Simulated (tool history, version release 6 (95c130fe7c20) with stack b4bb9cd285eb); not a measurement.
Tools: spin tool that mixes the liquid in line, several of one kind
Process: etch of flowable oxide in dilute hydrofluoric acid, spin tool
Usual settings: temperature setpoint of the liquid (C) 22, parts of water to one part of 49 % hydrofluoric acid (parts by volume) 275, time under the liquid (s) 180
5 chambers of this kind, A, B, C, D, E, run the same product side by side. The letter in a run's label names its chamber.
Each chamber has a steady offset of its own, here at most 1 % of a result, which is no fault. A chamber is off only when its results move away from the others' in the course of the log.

run	hour	temperature setpoint of the liquid (C)	parts of water to one part of 49 % hydrofluoric acid (parts by volume)	time under the liquid (s)	read-back film thickness of the flowable oxide reference wafer, read on the same gauge (nm)	thickness taken off the flowable oxide on a monitor wafer (angstrom)
1B	5.9	22	275	180	59.98	121
2C	11.3	22	275	180	60.009	121.9
3A	14.9	22	275	180	59.962	119.69
4E	18.6	22	275	180	59.973	121.37
5D	22.6	22	275	180	59.99	121.25
6D	27	22	275	180	60.001	121.71
7A	30.8	22	275	180	59.982	119.34
8C	37.1	22	275	180	60.01	120.89
9B	41	22	275	180	60.006	120.43
10E	47.3	22	275	180	60.028	121.15
11A	51.4	22	195	275	59.986	279.18
12B	58.4	22	195	275	59.972	279.71
13D	65.4	22	195	275	59.97	282.51
14E	72	22	195	275	60.044	277.45
15C	78.6	22	195	275	59.978	282.87
16D	84.4	22	275	230	60.03	154.98
17A	90	22	275	230	60.024	153.71
18E	94.1	22	275	230	60.046	153.19
19B	98.5	22	275	230	60.033	153.86
20C	103.5	22	275	230	59.979	156.49
21D	107.2	18.5	330	180	59.99	85.14
22A	114.5	18.5	330	180	60.023	82.779
23E	119.7	18.5	330	180	59.985	85.228
# hour 122.9: chamber E: thermometer replaced
24B	124.6	18.5	330	180	59.98	84.557
25C	128.7	18.5	330	180	59.995	86.574
26E	135.8	22	275	180	59.973	121.31
27C	143.3	22	275	180	59.963	126.99
28D	147.4	22	275	180	60.027	120.76
29B	153.7	22	275	180	60.025	121.49
30A	159.3	22	275	180	59.995	119.17
31D	165.1	22	275	180	59.996	120.23
32A	171.2	22	275	180	59.96	118.71

All 5 chambers run these settings next. Forecast each chamber's results:
33A	176.6	22	275	180		?
33B	176.6	22	275	180		?
33C	176.6	22	275	180		?
33D	176.6	22	275	180		?
33E	176.6	22	275	180		?

run	thickness taken off the flowable oxide on a monitor wafer (angstrom)
33A	120.24
33B	119.84
33C	127.35
33D	121.59
33E	120.52

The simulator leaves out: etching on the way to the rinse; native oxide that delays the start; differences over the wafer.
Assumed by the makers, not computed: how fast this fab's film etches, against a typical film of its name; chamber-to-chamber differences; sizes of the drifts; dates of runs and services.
